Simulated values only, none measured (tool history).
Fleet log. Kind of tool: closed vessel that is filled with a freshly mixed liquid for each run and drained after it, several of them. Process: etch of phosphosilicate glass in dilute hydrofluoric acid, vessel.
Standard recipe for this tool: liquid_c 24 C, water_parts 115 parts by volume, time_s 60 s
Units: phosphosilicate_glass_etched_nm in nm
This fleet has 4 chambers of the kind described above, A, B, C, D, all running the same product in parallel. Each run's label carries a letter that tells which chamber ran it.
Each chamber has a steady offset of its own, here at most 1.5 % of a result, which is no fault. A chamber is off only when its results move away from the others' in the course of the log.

run,hour,liquid_c,water_parts,time_s,hours since the thermometer was replaced,hours since the hydrofluoric acid flow meter was replaced,"read-back film thickness of the phosphosilicate glass reference wafer, read on the same gauge (nm)",phosphosilicate_glass_etched_nm
1D,8.8,24,115,60,1663.2,923.8,29.977,49.529
2A,17.4,24,115,60,996.6,642.6,30,50.974
3C,29.1,24,115,60,1382,701.3,30.021,50.89
4B,42.9,24,115,60,235.3,398.4,30.014,50.27
# hour 51.9: chamber C: thermometer replaced
5C,53.3,24,115,60,1.4,725.5,29.984,50.632
6D,65.4,24,115,60,1719.8,980.4,30.001,50.583
# hour 67.2: chamber C: hydrofluoric acid flow meter replaced
7A,81.1,24,115,60,1060.3,706.3,29.981,51.029
8B,93.5,24,115,60,285.9,449,30.008,49.831
9A,101.3,24,115,60,1080.5,726.5,29.991,50.975
10D,115.8,24,115,60,1770.2,1030.8,30.024,50.565
11B,124.9,24,115,60,317.3,480.4,30.012,50.505
12C,132.8,24,115,60,80.9,65.7,30.008,49.419
13B,146.4,24,115,60,338.8,501.9,29.982,50.48
14D,160.6,24,115,60,1815,1075.6,30.006,50.485
# hour 164.5: chamber B: hydrofluoric acid flow meter replaced
15A,176.7,24,115,60,1155.9,801.9,30.008,51.573
# hour 188.5: chamber A: thermometer replaced
16C,189.2,24,115,60,137.3,122.1,30.007,50.957
17B,199.1,24,115,60,391.5,34.7,30.01,50.835
18D,208.5,21.5,115,60,1862.9,1123.5,30.01,45.249
19A,216.6,21.5,115,60,28.2,841.8,30,46.128
20C,232.7,21.5,115,60,180.8,165.6,29.999,46.137
21A,245.5,21.5,115,60,57.1,870.7,29.997,46.445
22B,258.4,24,115,60,450.8,94,29.998,49.889
23C,270,24,115,60,218.1,202.9,30.002,50.779
24D,286,24,115,60,1940.4,1201,29.993,50.837
25A,295.6,24,115,60,107.2,920.8,30.017,51.017
26D,312,24,115,60,1966.4,1227,29.981,50.458
27B,327.2,24,115,60,519.6,162.8,29.996,50.947
28C,343.4,24,115,60,291.5,276.3,30.003,50.858
29A,356.1,24,115,60,167.7,981.3,30.013,51.486
30C,364.9,24,115,60,313,297.8,30.01,50.12
31D,372.1,24,115,60,2026.5,1287.1,29.999,50.47
32B,382.1,24,115,60,574.5,217.7,30.022,50.212
33B,392.6,24,115,60,585,228.2,30.006,51.301
34A,403.6,24,115,60,215.2,1028.8,29.997,51.239
35C,417.5,24,115,60,365.6,350.4,30.024,49.594
36D,431.2,24,115,60,2085.6,1346.2,30.021,51.196
37B,443.6,24,115,60,636,279.2,30.003,50.274
38C,460.1,24,115,60,408.2,393,29.996,50.428
39D,476.2,24,115,60,2130.6,1391.2,29.984,49.997

Each of the 4 chambers runs these same settings next. Fill in every chamber's results:
40A,488.1,24,145,60,,,,?
40B,488.1,24,145,60,,,,?
40C,488.1,24,145,60,,,,?
40D,488.1,24,145,60,,,,?

run,phosphosilicate_glass_etched_nm
40A,38.701
40B,39.174
40C,38.956
40D,39.067
